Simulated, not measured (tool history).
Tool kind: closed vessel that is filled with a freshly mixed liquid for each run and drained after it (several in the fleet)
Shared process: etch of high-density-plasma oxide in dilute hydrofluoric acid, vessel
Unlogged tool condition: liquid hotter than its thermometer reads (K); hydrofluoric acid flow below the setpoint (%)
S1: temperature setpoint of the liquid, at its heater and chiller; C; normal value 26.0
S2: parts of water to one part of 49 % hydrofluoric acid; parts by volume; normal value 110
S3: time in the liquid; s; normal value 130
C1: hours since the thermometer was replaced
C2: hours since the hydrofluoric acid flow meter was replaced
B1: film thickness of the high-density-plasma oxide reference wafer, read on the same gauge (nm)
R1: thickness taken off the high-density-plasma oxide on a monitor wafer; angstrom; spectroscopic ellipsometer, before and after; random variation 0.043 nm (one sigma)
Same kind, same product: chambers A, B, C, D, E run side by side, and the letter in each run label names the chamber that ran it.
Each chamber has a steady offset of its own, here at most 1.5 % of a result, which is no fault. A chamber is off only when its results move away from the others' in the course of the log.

{"run": "1E", "day": 0.229, "S1": 26.0, "S2": 110, "S3": 130, "C1": 224.1, "C2": 485.3, "B1": 89.985, "R1": 66.159}
{"run": "2D", "day": 0.554, "S1": 26.0, "S2": 110, "S3": 130, "C1": 15.2, "C2": 1392.9, "B1": 90.005, "R1": 64.389}
{"run": "3C", "day": 0.788, "S1": 26.0, "S2": 110, "S3": 130, "C1": 1587.7, "C2": 369.6, "B1": 89.996, "R1": 63.814}
{"run": "4B", "day": 1.162, "S1": 26.0, "S2": 110, "S3": 130, "C1": 1148.5, "C2": 180.7, "B1": 89.994, "R1": 64.246}
{"run": "5A", "day": 1.575, "S1": 26.0, "S2": 110, "S3": 130, "C1": 1434.9, "C2": 1601.5, "B1": 90.007, "R1": 65.61}
{"run": "6E", "day": 1.883, "S1": 26.0, "S2": 110, "S3": 130, "C1": 263.8, "C2": 525.0, "B1": 90.041, "R1": 64.43}
{"run": "7B", "day": 2.138, "S1": 26.0, "S2": 110, "S3": 130, "C1": 1171.9, "C2": 204.1, "B1": 89.947, "R1": 64.166}
{"run": "8A", "day": 2.483, "S1": 26.0, "S2": 110, "S3": 130, "C1": 1456.7, "C2": 1623.3, "B1": 89.989, "R1": 65.349}
{"run": "9C", "day": 2.896, "S1": 26.0, "S2": 110, "S3": 130, "C1": 1638.3, "C2": 420.2, "B1": 90.073, "R1": 63.857}
{"run": "10D", "day": 3.142, "S1": 28.5, "S2": 110, "S3": 130, "C1": 77.3, "C2": 1455.0, "B1": 89.992, "R1": 70.964}
{"run": "11A", "day": 3.588, "S1": 28.5, "S2": 110, "S3": 130, "C1": 1483.2, "C2": 1649.8, "B1": 90.013, "R1": 72.401}
{"day": 3.842, "done": "chamber C: hydrofluoric acid flow meter replaced"}
{"run": "12E", "day": 3.946, "S1": 28.5, "S2": 110, "S3": 130, "C1": 313.3, "C2": 574.5, "B1": 90.016, "R1": 71.537}
{"run": "13C", "day": 4.342, "S1": 28.5, "S2": 110, "S3": 130, "C1": 1673.0, "C2": 12.0, "B1": 90.041, "R1": 71.049}
{"run": "14B", "day": 4.717, "S1": 28.5, "S2": 110, "S3": 130, "C1": 1233.8, "C2": 266.0, "B1": 90.017, "R1": 70.101}
{"run": "15D", "day": 4.996, "S1": 26.0, "S2": 110, "S3": 130, "C1": 121.8, "C2": 1499.5, "B1": 89.995, "R1": 63.96}
{"run": "16C", "day": 5.362, "S1": 21.0, "S2": 110, "S3": 200, "C1": 1697.5, "C2": 36.5, "B1": 90.03, "R1": 80.09}
{"run": "17E", "day": 5.754, "S1": 21.0, "S2": 110, "S3": 200, "C1": 356.7, "C2": 617.9, "B1": 89.973, "R1": 83.906}
{"run": "18D", "day": 6.146, "S1": 21.0, "S2": 110, "S3": 200, "C1": 149.4, "C2": 1527.1, "B1": 90.015, "R1": 81.867}
{"run": "19A", "day": 6.5, "S1": 21.0, "S2": 110, "S3": 200, "C1": 1553.1, "C2": 1719.7, "B1": 90.003, "R1": 84.762}
{"run": "20B", "day": 6.767, "S1": 21.0, "S2": 110, "S3": 200, "C1": 1283.0, "C2": 315.2, "B1": 89.929, "R1": 81.18}
{"run": "21A", "day": 7.058, "S1": 26.0, "S2": 110, "S3": 130, "C1": 1566.5, "C2": 1733.1, "B1": 89.955, "R1": 67.187}
{"run": "22B", "day": 7.275, "S1": 26.0, "S2": 110, "S3": 130, "C1": 1295.2, "C2": 327.4, "B1": 89.976, "R1": 63.758}
{"run": "23D", "day": 7.629, "S1": 26.0, "S2": 110, "S3": 130, "C1": 185.0, "C2": 1562.7, "B1": 90.009, "R1": 64.883}
{"run": "24C", "day": 7.875, "S1": 26.0, "S2": 110, "S3": 130, "C1": 1757.8, "C2": 96.8, "B1": 89.963, "R1": 63.591}
{"run": "25E", "day": 8.175, "S1": 26.0, "S2": 110, "S3": 130, "C1": 414.8, "C2": 676.0, "B1": 90.033, "R1": 65.278}
{"run": "26D", "day": 8.604, "S1": 26.0, "S2": 110, "S3": 130, "C1": 208.4, "C2": 1586.1, "B1": 89.969, "R1": 64.298}
{"run": "27E", "day": 8.875, "S1": 26.0, "S2": 110, "S3": 130, "C1": 431.6, "C2": 692.8, "B1": 89.961, "R1": 65.802}
{"run": "28C", "day": 9.279, "S1": 26.0, "S2": 110, "S3": 130, "C1": 1791.5, "C2": 130.5, "B1": 90.009, "R1": 63.791}
{"run": "29A", "day": 9.746, "S1": 26.0, "S2": 110, "S3": 130, "C1": 1631.0, "C2": 1797.6, "B1": 89.942, "R1": 68.54}
{"run": "30B", "day": 10.025, "S1": 26.0, "S2": 110, "S3": 130, "C1": 1361.2, "C2": 393.4, "B1": 90.05, "R1": 63.816}
{"run": "31D", "day": 10.242, "S1": 22.5, "S2": 110, "S3": 65, "C1": 247.7, "C2": 1625.4, "B1": 89.942, "R1": 28.659}

Predict what each chamber gives when all 5 of them run the settings below next.
{"run": "32A", "day": 10.575, "S1": 28.0, "S2": 110, "S3": 130, "R1": "?"}
{"run": "32B", "day": 10.575, "S1": 28.0, "S2": 110, "S3": 130, "R1": "?"}
{"run": "32C", "day": 10.575, "S1": 28.0, "S2": 110, "S3": 130, "R1": "?"}
{"run": "32D", "day": 10.575, "S1": 28.0, "S2": 110, "S3": 130, "R1": "?"}
{"run": "32E", "day": 10.575, "S1": 28.0, "S2": 110, "S3": 130, "R1": "?"}

run=32A R1=74.867
run=32B R1=69.144
run=32C R1=69.609
run=32D R1=69.383
run=32E R1=71.107
